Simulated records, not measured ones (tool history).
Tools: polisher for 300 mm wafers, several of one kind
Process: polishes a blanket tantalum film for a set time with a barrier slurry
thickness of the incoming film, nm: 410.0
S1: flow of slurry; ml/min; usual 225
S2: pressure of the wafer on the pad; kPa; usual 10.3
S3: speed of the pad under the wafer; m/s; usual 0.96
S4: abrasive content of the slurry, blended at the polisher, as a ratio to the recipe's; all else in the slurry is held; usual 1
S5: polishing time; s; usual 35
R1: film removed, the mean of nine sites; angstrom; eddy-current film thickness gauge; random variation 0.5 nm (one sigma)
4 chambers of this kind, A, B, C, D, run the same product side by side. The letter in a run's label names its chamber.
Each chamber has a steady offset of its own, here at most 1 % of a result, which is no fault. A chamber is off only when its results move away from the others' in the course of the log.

{"hour": 8.3, "done": "chamber D: worn pad replaced by a new one"}
{"hour": 10.5, "done": "chamber D: slurry nozzle cleaned"}
{"run": "1C", "hour": 12.3, "S1": 225, "S2": 10.3, "S3": 0.96, "S4": 1, "S5": 35, "R1": 374.67}
{"hour": 15.3, "done": "chamber C: worn pad replaced by a new one"}
{"run": "2D", "hour": 20.8, "S1": 225, "S2": 10.3, "S3": 0.96, "S4": 1, "S5": 35, "R1": 369.77}
{"run": "3A", "hour": 27.4, "S1": 225, "S2": 10.3, "S3": 0.96, "S4": 1, "S5": 35, "R1": 369.82}
{"run": "4B", "hour": 34.6, "S1": 225, "S2": 10.3, "S3": 0.96, "S4": 1, "S5": 35, "R1": 370.93}
{"run": "5C", "hour": 46.7, "S1": 225, "S2": 10.3, "S3": 0.96, "S4": 1, "S5": 35, "R1": 374.09}
{"run": "6D", "hour": 53.3, "S1": 225, "S2": 10.3, "S3": 0.96, "S4": 1, "S5": 35, "R1": 380.81}
{"hour": 57.9, "done": "chamber C: slurry blender recalibrated"}
{"run": "7A", "hour": 65.7, "S1": 225, "S2": 10.3, "S3": 0.96, "S4": 1, "S5": 35, "R1": 374.1}
{"hour": 71.8, "done": "chamber A: worn pad replaced by a new one"}
{"run": "8B", "hour": 74.5, "S1": 225, "S2": 10.3, "S3": 0.96, "S4": 1, "S5": 35, "R1": 364.22}
{"run": "9C", "hour": 85.4, "S1": 225, "S2": 10.3, "S3": 0.96, "S4": 1, "S5": 35, "R1": 365.32}
{"run": "10D", "hour": 93.2, "S1": 225, "S2": 10.3, "S3": 0.96, "S4": 1, "S5": 35, "R1": 378.07}
{"run": "11A", "hour": 105.3, "S1": 225, "S2": 10.3, "S3": 0.96, "S4": 1, "S5": 35, "R1": 378.45}
{"hour": 105.7, "done": "chamber C: slurry nozzle cleaned"}
{"run": "12B", "hour": 118.9, "S1": 225, "S2": 10.3, "S3": 0.96, "S4": 1, "S5": 35, "R1": 375.67}
{"hour": 119.6, "done": "chamber D: slurry blender recalibrated"}
{"hour": 121.4, "done": "chamber B: worn pad replaced by a new one"}
{"run": "13A", "hour": 132.2, "S1": 225, "S2": 10.3, "S3": 0.96, "S4": 1, "S5": 35, "R1": 374}
{"run": "14C", "hour": 144.7, "S1": 225, "S2": 10.3, "S3": 0.96, "S4": 1, "S5": 35, "R1": 372.95}
{"run": "15B", "hour": 158.6, "S1": 225, "S2": 10.3, "S3": 0.96, "S4": 1, "S5": 35, "R1": 361.18}
{"hour": 159.3, "done": "chamber A: worn pad replaced by a new one"}
{"hour": 164.6, "done": "chamber C: worn pad replaced by a new one"}
{"hour": 166.4, "done": "chamber D: worn pad replaced by a new one"}
{"run": "16D", "hour": 169.9, "S1": 225, "S2": 10.3, "S3": 0.96, "S4": 1, "S5": 35, "R1": 372.71}
{"hour": 170.0, "done": "chamber A: slurry blender recalibrated"}
{"run": "17A", "hour": 183.8, "S1": 225, "S2": 10.3, "S3": 0.96, "S4": 1, "S5": 35, "R1": 377.13}
{"run": "18B", "hour": 190.6, "S1": 225, "S2": 10.3, "S3": 0.96, "S4": 1, "S5": 35, "R1": 367.92}
{"run": "19D", "hour": 203.8, "S1": 225, "S2": 10.3, "S3": 0.96, "S4": 1, "S5": 35, "R1": 365.91}
{"run": "20C", "hour": 211.6, "S1": 300, "S2": 10.3, "S3": 1.14, "S4": 1, "S5": 35, "R1": 461.75}
{"run": "21A", "hour": 221.3, "S1": 300, "S2": 10.3, "S3": 1.14, "S4": 1, "S5": 35, "R1": 454.37}
{"run": "22D", "hour": 235.1, "S1": 300, "S2": 10.3, "S3": 1.14, "S4": 1, "S5": 35, "R1": 458.22}
{"run": "23C", "hour": 246.6, "S1": 300, "S2": 10.3, "S3": 1.14, "S4": 1, "S5": 35, "R1": 454.21}
{"run": "24B", "hour": 254.2, "S1": 225, "S2": 10.3, "S3": 0.96, "S4": 1, "S5": 35, "R1": 363.83}
{"hour": 263.9, "done": "chamber B: slurry blender recalibrated"}
{"run": "25B", "hour": 268.1, "S1": 225, "S2": 10.3, "S3": 0.96, "S4": 1, "S5": 35, "R1": 380.85}

Next, every chamber runs the same settings. What will each give?
{"run": "26A", "hour": 278.9, "S1": 265, "S2": 10.3, "S3": 0.96, "S4": 1, "S5": 35, "R1": "?"}
{"run": "26B", "hour": 278.9, "S1": 265, "S2": 10.3, "S3": 0.96, "S4": 1, "S5": 35, "R1": "?"}
{"run": "26C", "hour": 278.9, "S1": 265, "S2": 10.3, "S3": 0.96, "S4": 1, "S5": 35, "R1": "?"}
{"run": "26D", "hour": 278.9, "S1": 265, "S2": 10.3, "S3": 0.96, "S4": 1, "S5": 35, "R1": "?"}

run=26A R1=375.81
run=26B R1=373.61
run=26C R1=378.37
run=26D R1=371.55
